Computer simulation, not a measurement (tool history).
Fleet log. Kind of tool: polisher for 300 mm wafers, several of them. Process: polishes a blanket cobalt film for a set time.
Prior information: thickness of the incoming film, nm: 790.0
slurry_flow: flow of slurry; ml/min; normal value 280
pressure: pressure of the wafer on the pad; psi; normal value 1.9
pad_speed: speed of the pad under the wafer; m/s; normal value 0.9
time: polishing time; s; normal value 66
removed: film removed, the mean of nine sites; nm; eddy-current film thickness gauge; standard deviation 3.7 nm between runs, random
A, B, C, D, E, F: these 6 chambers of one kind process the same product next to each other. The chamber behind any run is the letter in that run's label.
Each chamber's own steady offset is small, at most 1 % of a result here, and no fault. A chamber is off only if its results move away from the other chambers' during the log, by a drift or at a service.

| run | hour | slurry_flow | pressure | pad_speed | time | wafers polished on this pad | hours since the slurry nozzle was cleaned | hours since the head pressure was calibrated | removed |
|---|---|---|---|---|---|---|---|---|---|
|  | 1.5 | chamber B: slurry nozzle cleaned |
| 1E | 8.3 | 280 | 1.9 | 0.9 | 66 | 502 | 397.1 | 1063.8 | 311.49 |
|  | 12.2 | chamber B: worn pad replaced by a new one |
| 2A | 13.7 | 280 | 1.9 | 0.9 | 66 | 613 | 350.9 | 352.2 | 310.44 |
| 3F | 18 | 280 | 1.9 | 0.9 | 66 | 545 | 217.2 | 406.9 | 305.64 |
| 4B | 27.6 | 280 | 1.9 | 0.9 | 66 | 88 | 26.1 | 51.6 | 307.41 |
|  | 27.8 | chamber F: worn pad replaced by a new one |
| 5C | 34.9 | 280 | 1.9 | 0.9 | 66 | 248 | 212.3 | 507.2 | 307.79 |
| 6D | 40.3 | 280 | 1.9 | 0.9 | 66 | 436 | 209.7 | 566.4 | 301.26 |
|  | 46.5 | chamber F: slurry nozzle cleaned |
| 7D | 49.5 | 280 | 1.9 | 0.9 | 66 | 488 | 218.9 | 575.6 | 302.54 |
|  | 50.5 | chamber D: worn pad replaced by a new one |
| 8B | 55.7 | 280 | 1.9 | 0.9 | 66 | 249 | 54.2 | 79.7 | 308.08 |
|  | 57.9 | chamber A: worn pad replaced by a new one |
| 9C | 60.8 | 280 | 1.9 | 0.9 | 66 | 397 | 238.2 | 533.1 | 307.12 |
|  | 65.9 | chamber E: worn pad replaced by a new one |
| 10E | 66.3 | 280 | 1.9 | 0.9 | 66 | 2 | 455.1 | 1121.8 | 303.99 |
| 11A | 74.1 | 280 | 1.9 | 0.9 | 66 | 92 | 411.3 | 412.6 | 307.04 |
|  | 76.5 | chamber E: slurry nozzle cleaned |
| 12F | 78.4 | 280 | 1.9 | 0.9 | 66 | 290 | 31.9 | 467.3 | 307.86 |
|  | 84.6 | chamber F: head pressure recalibrated |
| 13E | 87 | 280 | 1.9 | 0.9 | 66 | 121 | 10.5 | 1142.5 | 306.77 |
| 14C | 96 | 280 | 1.9 | 0.9 | 66 | 598 | 273.4 | 568.3 | 310.69 |
| 15D | 102.7 | 280 | 1.9 | 0.9 | 74 | 299 | 272.1 | 628.8 | 337.17 |
| 16B | 107 | 280 | 1.9 | 0.9 | 74 | 543 | 105.5 | 131 | 343.33 |
| 17A | 114.6 | 280 | 1.9 | 0.9 | 74 | 324 | 451.8 | 453.1 | 350.61 |
| 18F | 122.5 | 280 | 1.9 | 0.9 | 74 | 542 | 76 | 38 | 342.01 |
|  | 123.9 | chamber D: slurry nozzle cleaned |
| 19F | 128.3 | 280 | 1.9 | 0.9 | 74 | 576 | 81.8 | 43.8 | 341.59 |
|  | 133.9 | chamber D: worn pad replaced by a new one |
| 20C | 138 | 280 | 1.9 | 0.9 | 74 | 839 | 315.4 | 610.3 | 348.88 |
|  | 139 | chamber A: head pressure recalibrated |
| 21D | 145.7 | 280 | 1.9 | 0.9 | 66 | 67 | 21.9 | 671.8 | 305.72 |
|  | 146 | chamber F: worn pad replaced by a new one |
| 22E | 152.1 | 280 | 1.9 | 0.9 | 66 | 494 | 75.6 | 1207.6 | 313.1 |
| 23A | 159.4 | 280 | 1.9 | 0.9 | 66 | 581 | 496.6 | 20.4 | 332.17 |
| 24B | 169.2 | 280 | 1.9 | 0.9 | 66 | 899 | 167.7 | 193.2 | 307.32 |
| 25B | 178.1 | 280 | 1.9 | 0.9 | 66 | 950 | 176.6 | 202.1 | 304.3 |
| 26C | 186.9 | 280 | 1.9 | 0.9 | 66 | 1119 | 364.3 | 659.2 | 304.64 |
| 27F | 193.2 | 280 | 1.9 | 0.9 | 66 | 270 | 146.7 | 108.7 | 308.86 |
| 28A | 201.3 | 280 | 1.9 | 0.9 | 66 | 821 | 538.5 | 62.3 | 331.08 |
| 29D | 210.5 | 280 | 1.9 | 0.9 | 66 | 439 | 86.7 | 736.6 | 303.27 |
|  | 211.2 | chamber E: head pressure recalibrated |
|  | 213.1 | chamber A: worn pad replaced by a new one |
|  | 217.9 | chamber D: worn pad replaced by a new one |
|  | 220.1 | chamber B: worn pad replaced by a new one |
| 30E | 220.1 | 280 | 1.9 | 0.9 | 66 | 883 | 143.6 | 9 | 310.19 |
|  | 221.1 | chamber E: worn pad replaced by a new one |
|  | 222.4 | chamber C: worn pad replaced by a new one |
| 31F | 224.5 | 280 | 1.9 | 0.9 | 66 | 450 | 178 | 140 | 304.79 |
| 32C | 231.7 | 280 | 1.9 | 0.9 | 66 | 53 | 409.1 | 704 | 313.05 |
| 33E | 238.2 | 280 | 1.9 | 0.9 | 66 | 97 | 161.7 | 27.1 | 308.81 |
| 34B | 245.2 | 280 | 1.9 | 0.9 | 66 | 144 | 243.7 | 269.2 | 308.49 |
| 35D | 250.5 | 280 | 1.9 | 0.9 | 66 | 187 | 126.7 | 776.6 | 308.47 |
| 36A | 255.6 | 280 | 1.9 | 0.9 | 66 | 243 | 592.8 | 116.6 | 333.94 |
| 37E | 260.4 | 280 | 2.4 | 1.16 | 66 | 225 | 183.9 | 49.3 | 497.19 |

One chamber off, gauge drift, or nothing amiss beyond the chambers' own small offsets? If it is a chamber, which one, and what is the likeliest cause?

Chamber A came out of a service off from its peers and stayed that way.
What lies behind it: head's pressure above its setpoint, % = 8.34.

Chamber A could run next with any of the 4 candidate recipes listed below; each alters the usual settings, and their results appear as question marks. Which one brings its results back in line with what the other chambers deliver on the usual settings?
To be in line, a result may differ from the other chambers' mean on the usual settings by at most: removed 13 nm
| 38A-1 | 267.5 | 280 | 1.9 | 0.82 | 60 |  |  |  | ? |
| 38A-2 | 267.5 | 280 | 1.9 | 0.82 | 66 |  |  |  | ? |
| 38A-3 | 267.5 | 280 | 2 | 0.96 | 70 |  |  |  | ? |
| 38A-4 | 267.5 | 280 | 2 | 0.94 | 66 |  |  |  | ? |

The other chambers' mean on the usual settings: removed 306.32 nm
| run | removed |
|---|---|
| 38A-1 | 277.93 |
| 38A-2 | 305.73 |
| 38A-3 | 399.66 |
| 38A-4 | 369 |
38A-2 brings the chamber back in line.

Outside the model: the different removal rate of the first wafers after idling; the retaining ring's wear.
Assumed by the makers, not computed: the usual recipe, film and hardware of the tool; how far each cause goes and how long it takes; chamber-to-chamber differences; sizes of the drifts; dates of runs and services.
